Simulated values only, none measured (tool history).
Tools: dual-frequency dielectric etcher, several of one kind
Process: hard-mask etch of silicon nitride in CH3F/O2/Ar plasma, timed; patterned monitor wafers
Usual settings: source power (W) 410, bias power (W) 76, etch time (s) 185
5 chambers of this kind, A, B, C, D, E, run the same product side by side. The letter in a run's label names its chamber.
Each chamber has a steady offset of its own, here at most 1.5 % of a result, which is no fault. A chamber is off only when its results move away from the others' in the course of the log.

run,hour,source power (W),bias power (W),etch time (s),"read-back reference wafer on the same gauge, depth_nm",mean etch depth across the wafer (Å)
1E,4.1,410,76,185,135,1343
2B,8.3,410,76,185,135.02,1337.7
3D,11.6,410,76,185,134.9,1315.2
4C,14.3,410,76,185,135,1343.8
5A,18.1,410,76,185,135.15,1336.4
6E,20.4,410,76,185,135.14,1333.1
7B,23.2,410,76,185,134.88,1333.4
8A,25.8,410,76,185,134.9,1343.5
# hour 26.3: chamber B: wet clean of the chamber
9D,30.9,410,76,185,135.05,1328.7
10C,35.6,410,76,185,135.15,1330
11C,39.5,410,93,185,134.91,1445.3
12B,43.9,410,93,185,135.05,1432.4
13A,48,410,93,185,134.96,1438.5
14E,52.8,410,93,185,135.16,1425.8
15D,56.2,410,93,185,135,1410.6
16D,60.8,410,76,185,134.88,1307.8
# hour 63.1: chamber E: wet clean of the chamber
17E,65.6,410,76,185,135.02,1257.1
18B,68.1,410,76,229,134.96,1654.1
19A,71.8,410,76,229,134.89,1654.1
20C,76.4,410,76,229,134.97,1637.2
21B,80.8,410,76,229,134.91,1645.2
22C,83.1,410,76,229,134.96,1653.2
23E,86.1,410,76,185,134.92,1257.9
24A,89.9,410,76,185,135.11,1338
25D,92.8,410,76,185,134.92,1308.2
26B,95.6,410,76,185,134.91,1321.7
27A,100.4,410,76,185,134.89,1326.5
28E,103.3,410,76,185,135.02,1261.2
29C,107.1,410,76,185,134.88,1339.4
30D,110.1,480,76,185,134.91,1383.2
31E,113.4,480,76,185,134.99,1345.7
32D,117.4,480,76,185,134.98,1408.4

All 5 chambers run these settings next. Forecast each chamber's results:
33A,121,410,76,185,,?
33B,121,410,76,185,,?
33C,121,410,76,185,,?
33D,121,410,76,185,,?
33E,121,410,76,185,,?

run,mean etch depth across the wafer (Å)
33A,1335.2
33B,1320.4
33C,1343.1
33D,1313.2
33E,1260.5

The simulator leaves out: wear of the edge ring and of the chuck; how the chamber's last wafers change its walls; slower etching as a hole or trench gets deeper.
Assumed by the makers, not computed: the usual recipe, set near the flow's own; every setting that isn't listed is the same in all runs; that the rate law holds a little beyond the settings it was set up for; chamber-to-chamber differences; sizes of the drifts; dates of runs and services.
